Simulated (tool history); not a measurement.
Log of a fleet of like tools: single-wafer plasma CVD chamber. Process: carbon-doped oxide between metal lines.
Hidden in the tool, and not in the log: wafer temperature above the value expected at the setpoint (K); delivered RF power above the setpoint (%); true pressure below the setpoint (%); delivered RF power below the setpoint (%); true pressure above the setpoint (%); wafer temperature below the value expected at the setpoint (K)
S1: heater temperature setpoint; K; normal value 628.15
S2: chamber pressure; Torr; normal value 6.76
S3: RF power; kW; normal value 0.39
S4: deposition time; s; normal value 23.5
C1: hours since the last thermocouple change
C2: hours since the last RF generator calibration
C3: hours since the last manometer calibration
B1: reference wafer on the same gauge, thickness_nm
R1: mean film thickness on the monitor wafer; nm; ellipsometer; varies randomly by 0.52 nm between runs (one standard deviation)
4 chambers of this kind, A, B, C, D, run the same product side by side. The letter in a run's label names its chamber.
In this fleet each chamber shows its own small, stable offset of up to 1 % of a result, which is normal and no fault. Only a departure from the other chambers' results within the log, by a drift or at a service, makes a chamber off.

run   hour      S1    S2    S3    S4      C1      C2      C3      B1      R1
 1A    4.8  628.15  6.76  0.39  23.5  1021.4  1704.4    1992  83.023     103
 2D   10.1  628.15  6.76  0.39  23.5  2617.3   670.7   574.4  83.021  102.86
 3B     13  628.15  6.76  0.39  23.5  1820.4  1303.5  1275.7   83.01  103.96
 4C     17  628.15  6.76  0.39  23.5  1470.1  1755.4  1702.7  83.016  104.18
 5C   20.1  628.15  6.76  0.39  23.5  1473.2  1758.5  1705.8  83.006  104.17
 6A   26.1  628.15  6.76  0.39  23.5  1042.7  1725.7  2013.3  83.131  103.25
 7B   30.7  628.15  6.76  0.39  23.5  1838.1  1321.2  1293.4  83.055  103.74
 8D   34.9  628.15  6.76  0.39  23.5  2642.1   695.5   599.2  82.935  102.91
 9C   39.9  628.15  6.76  0.39  23.5    1493  1778.3  1725.6  83.006   103.3
10A   46.4  628.15  6.76  0.39  23.5    1063    1746  2033.6  83.064  102.08
11B     52  628.15  6.76  0.39  27.3  1859.4  1342.5  1314.7  83.024   119.9
12D   57.9  628.15  6.76  0.39  27.3  2665.1   718.5   622.2  82.961  119.05
13B     64  628.15  6.76  0.39  27.3  1871.4  1354.5  1326.7  82.977  121.32
      64.4  -- chamber D: thermocouple changed; heater temperature recalibrated
14C   68.6  628.15  6.76  0.39  27.3  1521.7    1807  1754.3  83.025  122.25
15D     72  628.15  6.76  0.39  23.5     7.7   732.6   636.3  83.053  102.36
16A   75.9  628.15  6.76  0.39  23.5  1092.5  1775.5  2063.1  82.963  103.44
17D   81.7  628.15  6.76  0.39  23.5    17.4   742.3     646   83.05  102.44
18A   87.8  628.15  8.31  0.39  23.5  1104.4  1787.4    2075  82.897  104.47
19B   92.7  628.15  8.31  0.39  23.5  1900.1  1383.2  1355.4  82.967  105.04
20C   98.6  628.15  8.31  0.39  23.5  1551.7    1837  1784.3  82.962  105.61
21B  102.5  628.15  8.31  0.39  23.5  1909.9    1393  1365.2  82.963  103.74
22A    106  628.15  6.76  0.39  23.5  1122.6  1805.6  2093.2  83.126  103.45
23C  110.8  628.15  6.76  0.39  23.5  1563.9  1849.2  1796.5  83.024  105.28
     111.9  -- chamber C: capacitance manometer re-zeroed and calibrated
24D  115.3  628.15  8.05  0.36  23.5      51   775.9   679.6  83.078  97.852
25C    119  628.15  8.05  0.36  23.5  1572.1  1857.4     7.2  83.013  98.974
26D  123.2  628.15  8.05  0.36  23.5    58.9   783.8   687.5  83.084  97.899
27A  127.2  628.15  8.05  0.36  23.5  1143.8  1826.8  2114.4  82.873  97.623
28B  133.8  628.15  6.76  0.39  23.5  1941.2  1424.3  1396.5  82.941  104.33
29A  139.9  628.15  6.76  0.39  23.5  1156.5  1839.5  2127.1  83.033  102.15
30C  143.1  628.15  6.76  0.39  23.5  1596.2  1881.5    31.3  82.912  103.58
31D  146.3  628.15  6.76  0.39  23.5      82   806.9   710.6  83.025  102.31
32B  149.3  628.15  6.76  0.39  23.5  1956.7  1439.8    1412   82.99  104.35
33C  153.5  628.15  6.76  0.39  23.5  1606.6  1891.9    41.7  82.998  104.66
     158.2  -- chamber A: capacitance manometer re-zeroed and calibrated
34D    160  641.15  6.76  0.39  23.5    95.7   820.6   724.3  83.156  98.536
35B  165.9  641.15  6.76  0.39  23.5  1973.3  1456.4  1428.6  82.885  99.544
36A  169.2  641.15  6.76  0.39  23.5  1185.8  1868.8    11.1  83.057  99.868
37C  173.4  641.15  6.76  0.39  23.5  1626.5  1911.8    61.6  82.974  100.77
38D  176.6  628.15  6.76  0.39  23.5   112.3   837.2   740.9  82.887  102.62
39B  179.7  628.15  6.76  0.39  26.9  1987.1  1470.2  1442.4  82.941  117.75
40A  183.3  628.15  6.76  0.39  26.9  1199.9  1882.9    25.2  83.018   117.2

For the next run the whole fleet of 4 chambers uses the same settings. Give each chamber's results:
41A   188  628.15  6.76  0.39  23.5                   ?
41B   188  628.15  6.76  0.39  23.5                   ?
41C   188  628.15  6.76  0.39  23.5                   ?
41D   188  628.15  6.76  0.39  23.5                   ?

run      R1
41A  103.69
41B  103.73
41C  104.27
41D  102.16
